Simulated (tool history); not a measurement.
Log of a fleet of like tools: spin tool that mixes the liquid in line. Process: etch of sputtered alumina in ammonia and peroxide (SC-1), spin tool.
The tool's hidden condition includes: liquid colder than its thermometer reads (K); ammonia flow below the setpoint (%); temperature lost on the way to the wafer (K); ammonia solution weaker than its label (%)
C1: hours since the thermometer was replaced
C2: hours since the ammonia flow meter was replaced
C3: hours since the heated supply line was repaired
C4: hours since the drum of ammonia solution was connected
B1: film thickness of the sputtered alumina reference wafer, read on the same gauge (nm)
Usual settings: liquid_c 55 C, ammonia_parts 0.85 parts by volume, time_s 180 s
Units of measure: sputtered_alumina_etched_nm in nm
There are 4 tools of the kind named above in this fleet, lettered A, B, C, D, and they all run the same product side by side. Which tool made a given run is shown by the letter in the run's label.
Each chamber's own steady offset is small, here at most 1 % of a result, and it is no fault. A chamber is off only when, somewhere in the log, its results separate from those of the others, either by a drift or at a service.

{"run": "1C", "hour": 4.0, "liquid_c": 55, "ammonia_parts": 0.85, "time_s": 180, "C1": 1454.7, "C2": 588.5, "C3": 213.4, "C4": 527.4, "B1": 129.97, "sputtered_alumina_etched_nm": 10.798}
{"run": "2B", "hour": 10.7, "liquid_c": 55, "ammonia_parts": 0.85, "time_s": 180, "C1": 1100.8, "C2": 96, "C3": 169.7, "C4": 457.5, "B1": 130.01, "sputtered_alumina_etched_nm": 10.779}
{"run": "3D", "hour": 17.5, "liquid_c": 55, "ammonia_parts": 0.85, "time_s": 180, "C1": 188.7, "C2": 854.5, "C3": 897.9, "C4": 440.6, "B1": 130.02, "sputtered_alumina_etched_nm": 10.919}
{"run": "4A", "hour": 22.8, "liquid_c": 55, "ammonia_parts": 0.85, "time_s": 180, "C1": 1499.2, "C2": 567.5, "C3": 389.1, "C4": 364.3, "B1": 129.97, "sputtered_alumina_etched_nm": 10.587}
{"run": "5A", "hour": 27.2, "liquid_c": 55, "ammonia_parts": 0.85, "time_s": 180, "C1": 1503.6, "C2": 571.9, "C3": 393.5, "C4": 368.7, "B1": 129.98, "sputtered_alumina_etched_nm": 10.625}
{"run": "6B", "hour": 31.7, "liquid_c": 55, "ammonia_parts": 0.85, "time_s": 180, "C1": 1121.8, "C2": 117, "C3": 190.7, "C4": 478.5, "B1": 130, "sputtered_alumina_etched_nm": 10.626}
{"run": "7D", "hour": 36.0, "liquid_c": 55, "ammonia_parts": 0.85, "time_s": 180, "C1": 207.2, "C2": 873, "C3": 916.4, "C4": 459.1, "B1": 130.01, "sputtered_alumina_etched_nm": 10.854}
{"run": "8C", "hour": 43.9, "liquid_c": 55, "ammonia_parts": 0.85, "time_s": 180, "C1": 1494.6, "C2": 628.4, "C3": 253.3, "C4": 567.3, "B1": 130, "sputtered_alumina_etched_nm": 10.894}
{"run": "9D", "hour": 49.8, "liquid_c": 55, "ammonia_parts": 0.85, "time_s": 180, "C1": 221, "C2": 886.8, "C3": 930.2, "C4": 472.9, "B1": 130.03, "sputtered_alumina_etched_nm": 10.675}
{"run": "10A", "hour": 56.5, "liquid_c": 55, "ammonia_parts": 0.85, "time_s": 180, "C1": 1532.9, "C2": 601.2, "C3": 422.8, "C4": 398, "B1": 129.98, "sputtered_alumina_etched_nm": 10.611}
{"run": "11C", "hour": 64.3, "liquid_c": 55, "ammonia_parts": 0.85, "time_s": 180, "C1": 1515, "C2": 648.8, "C3": 273.7, "C4": 587.7, "B1": 129.98, "sputtered_alumina_etched_nm": 10.815}
{"run": "12B", "hour": 70.4, "liquid_c": 55, "ammonia_parts": 0.85, "time_s": 180, "C1": 1160.5, "C2": 155.7, "C3": 229.4, "C4": 517.2, "B1": 130, "sputtered_alumina_etched_nm": 10.689}
{"run": "13A", "hour": 77.1, "liquid_c": 55, "ammonia_parts": 0.85, "time_s": 180, "C1": 1553.5, "C2": 621.8, "C3": 443.4, "C4": 418.6, "B1": 130.01, "sputtered_alumina_etched_nm": 10.583}
{"run": "14D", "hour": 85.2, "liquid_c": 55, "ammonia_parts": 0.85, "time_s": 180, "C1": 256.4, "C2": 922.2, "C3": 965.6, "C4": 508.3, "B1": 130.02, "sputtered_alumina_etched_nm": 10.598}
{"hour": 89.6, "done": "chamber C: new drum of ammonia solution connected"}
{"run": "15C", "hour": 92.6, "liquid_c": 55, "ammonia_parts": 0.85, "time_s": 180, "C1": 1543.3, "C2": 677.1, "C3": 302, "C4": 3, "B1": 130.01, "sputtered_alumina_etched_nm": 10.718}
{"run": "16B", "hour": 99.7, "liquid_c": 55, "ammonia_parts": 0.85, "time_s": 180, "C1": 1189.8, "C2": 185, "C3": 258.7, "C4": 546.5, "B1": 129.99, "sputtered_alumina_etched_nm": 10.626}
{"hour": 101.8, "done": "chamber A: new drum of ammonia solution connected"}
{"run": "17C", "hour": 103.3, "liquid_c": 55, "ammonia_parts": 0.85, "time_s": 180, "C1": 1554, "C2": 687.8, "C3": 312.7, "C4": 13.7, "B1": 130.01, "sputtered_alumina_etched_nm": 10.799}
{"run": "18D", "hour": 109.1, "liquid_c": 47, "ammonia_parts": 0.85, "time_s": 125, "C1": 280.3, "C2": 946.1, "C3": 989.5, "C4": 532.2, "B1": 130, "sputtered_alumina_etched_nm": 4.8888}
{"run": "19B", "hour": 112.7, "liquid_c": 47, "ammonia_parts": 0.85, "time_s": 125, "C1": 1202.8, "C2": 198, "C3": 271.7, "C4": 559.5, "B1": 129.99, "sputtered_alumina_etched_nm": 4.7776}
{"run": "20A", "hour": 116.4, "liquid_c": 47, "ammonia_parts": 0.85, "time_s": 125, "C1": 1592.8, "C2": 661.1, "C3": 482.7, "C4": 14.6, "B1": 129.99, "sputtered_alumina_etched_nm": 4.7593}
{"run": "21D", "hour": 121.8, "liquid_c": 47, "ammonia_parts": 0.85, "time_s": 125, "C1": 293, "C2": 958.8, "C3": 1002.2, "C4": 544.9, "B1": 130, "sputtered_alumina_etched_nm": 4.841}
{"run": "22A", "hour": 127.6, "liquid_c": 55, "ammonia_parts": 1.1, "time_s": 180, "C1": 1604, "C2": 672.3, "C3": 493.9, "C4": 25.8, "B1": 129.98, "sputtered_alumina_etched_nm": 10.915}
{"run": "23B", "hour": 134.2, "liquid_c": 55, "ammonia_parts": 1.1, "time_s": 180, "C1": 1224.3, "C2": 219.5, "C3": 293.2, "C4": 581, "B1": 129.97, "sputtered_alumina_etched_nm": 10.978}
{"run": "24C", "hour": 138.1, "liquid_c": 55, "ammonia_parts": 1.1, "time_s": 180, "C1": 1588.8, "C2": 722.6, "C3": 347.5, "C4": 48.5, "B1": 130.01, "sputtered_alumina_etched_nm": 11.084}
{"hour": 141.8, "done": "chamber B: new drum of ammonia solution connected"}
{"run": "25A", "hour": 146.4, "liquid_c": 55, "ammonia_parts": 1.1, "time_s": 180, "C1": 1622.8, "C2": 691.1, "C3": 512.7, "C4": 44.6, "B1": 130, "sputtered_alumina_etched_nm": 10.935}
{"run": "26D", "hour": 152.2, "liquid_c": 55, "ammonia_parts": 0.85, "time_s": 180, "C1": 323.4, "C2": 989.2, "C3": 1032.6, "C4": 575.3, "B1": 129.98, "sputtered_alumina_etched_nm": 10.864}
{"run": "27B", "hour": 160.1, "liquid_c": 59, "ammonia_parts": 1.15, "time_s": 180, "C1": 1250.2, "C2": 245.4, "C3": 319.1, "C4": 18.3, "B1": 129.98, "sputtered_alumina_etched_nm": 13.593}
{"run": "28C", "hour": 164.2, "liquid_c": 59, "ammonia_parts": 1.15, "time_s": 180, "C1": 1614.9, "C2": 748.7, "C3": 373.6, "C4": 74.6, "B1": 129.98, "sputtered_alumina_etched_nm": 13.659}
{"run": "29B", "hour": 172.0, "liquid_c": 59, "ammonia_parts": 1.15, "time_s": 180, "C1": 1262.1, "C2": 257.3, "C3": 331, "C4": 30.2, "B1": 130.03, "sputtered_alumina_etched_nm": 13.319}
{"run": "30A", "hour": 177.8, "liquid_c": 59, "ammonia_parts": 1.15, "time_s": 180, "C1": 1654.2, "C2": 722.5, "C3": 544.1, "C4": 76, "B1": 130.01, "sputtered_alumina_etched_nm": 13.621}
{"hour": 180.9, "done": "chamber D: new drum of ammonia solution connected"}
{"run": "31C", "hour": 182.2, "liquid_c": 55, "ammonia_parts": 0.85, "time_s": 180, "C1": 1632.9, "C2": 766.7, "C3": 391.6, "C4": 92.6, "B1": 129.99, "sputtered_alumina_etched_nm": 10.654}
{"run": "32D", "hour": 187.6, "liquid_c": 58.5, "ammonia_parts": 0.85, "time_s": 180, "C1": 358.8, "C2": 1024.6, "C3": 1068, "C4": 6.8, "B1": 130.01, "sputtered_alumina_etched_nm": 12.99}
{"run": "33A", "hour": 194.7, "liquid_c": 58.5, "ammonia_parts": 0.85, "time_s": 180, "C1": 1671.1, "C2": 739.4, "C3": 561, "C4": 92.9, "B1": 130, "sputtered_alumina_etched_nm": 12.809}
{"run": "34B", "hour": 200.7, "liquid_c": 58.5, "ammonia_parts": 0.85, "time_s": 180, "C1": 1290.8, "C2": 286, "C3": 359.7, "C4": 58.9, "B1": 130.01, "sputtered_alumina_etched_nm": 12.775}
{"run": "35D", "hour": 207.5, "liquid_c": 58.5, "ammonia_parts": 0.85, "time_s": 180, "C1": 378.7, "C2": 1044.5, "C3": 1087.9, "C4": 26.7, "B1": 130.02, "sputtered_alumina_etched_nm": 12.989}
{"run": "36C", "hour": 213.0, "liquid_c": 55, "ammonia_parts": 0.85, "time_s": 180, "C1": 1663.7, "C2": 797.5, "C3": 422.4, "C4": 123.4, "B1": 130.01, "sputtered_alumina_etched_nm": 10.745}
{"run": "37A", "hour": 219.2, "liquid_c": 55, "ammonia_parts": 0.85, "time_s": 180, "C1": 1695.6, "C2": 763.9, "C3": 585.5, "C4": 117.4, "B1": 130.01, "sputtered_alumina_etched_nm": 10.645}
{"run": "38D", "hour": 225.6, "liquid_c": 55, "ammonia_parts": 0.85, "time_s": 180, "C1": 396.8, "C2": 1062.6, "C3": 1106, "C4": 44.8, "B1": 129.98, "sputtered_alumina_etched_nm": 10.638}
{"run": "39C", "hour": 233.0, "liquid_c": 55, "ammonia_parts": 0.85, "time_s": 180, "C1": 1683.7, "C2": 817.5, "C3": 442.4, "C4": 143.4, "B1": 129.98, "sputtered_alumina_etched_nm": 10.769}
{"run": "40B", "hour": 236.9, "liquid_c": 60, "ammonia_parts": 0.5, "time_s": 180, "C1": 1327, "C2": 322.2, "C3": 395.9, "C4": 95.1, "B1": 130, "sputtered_alumina_etched_nm": 13.094}
{"run": "41C", "hour": 244.6, "liquid_c": 60, "ammonia_parts": 0.5, "time_s": 180, "C1": 1695.3, "C2": 829.1, "C3": 454, "C4": 155, "B1": 130, "sputtered_alumina_etched_nm": 13.411}

Next, all 4 chambers run the settings below, one line each with question marks for the results. What does each chamber give?
{"run": "42A", "hour": 250.6, "liquid_c": 46.5, "ammonia_parts": 0.85, "time_s": 180, "sputtered_alumina_etched_nm": "?"}
{"run": "42B", "hour": 250.6, "liquid_c": 46.5, "ammonia_parts": 0.85, "time_s": 180, "sputtered_alumina_etched_nm": "?"}
{"run": "42C", "hour": 250.6, "liquid_c": 46.5, "ammonia_parts": 0.85, "time_s": 180, "sputtered_alumina_etched_nm": "?"}
{"run": "42D", "hour": 250.6, "liquid_c": 46.5, "ammonia_parts": 0.85, "time_s": 180, "sputtered_alumina_etched_nm": "?"}

run=42A sputtered_alumina_etched_nm=6.7464
run=42B sputtered_alumina_etched_nm=6.7424
run=42C sputtered_alumina_etched_nm=6.7967
run=42D sputtered_alumina_etched_nm=6.7146

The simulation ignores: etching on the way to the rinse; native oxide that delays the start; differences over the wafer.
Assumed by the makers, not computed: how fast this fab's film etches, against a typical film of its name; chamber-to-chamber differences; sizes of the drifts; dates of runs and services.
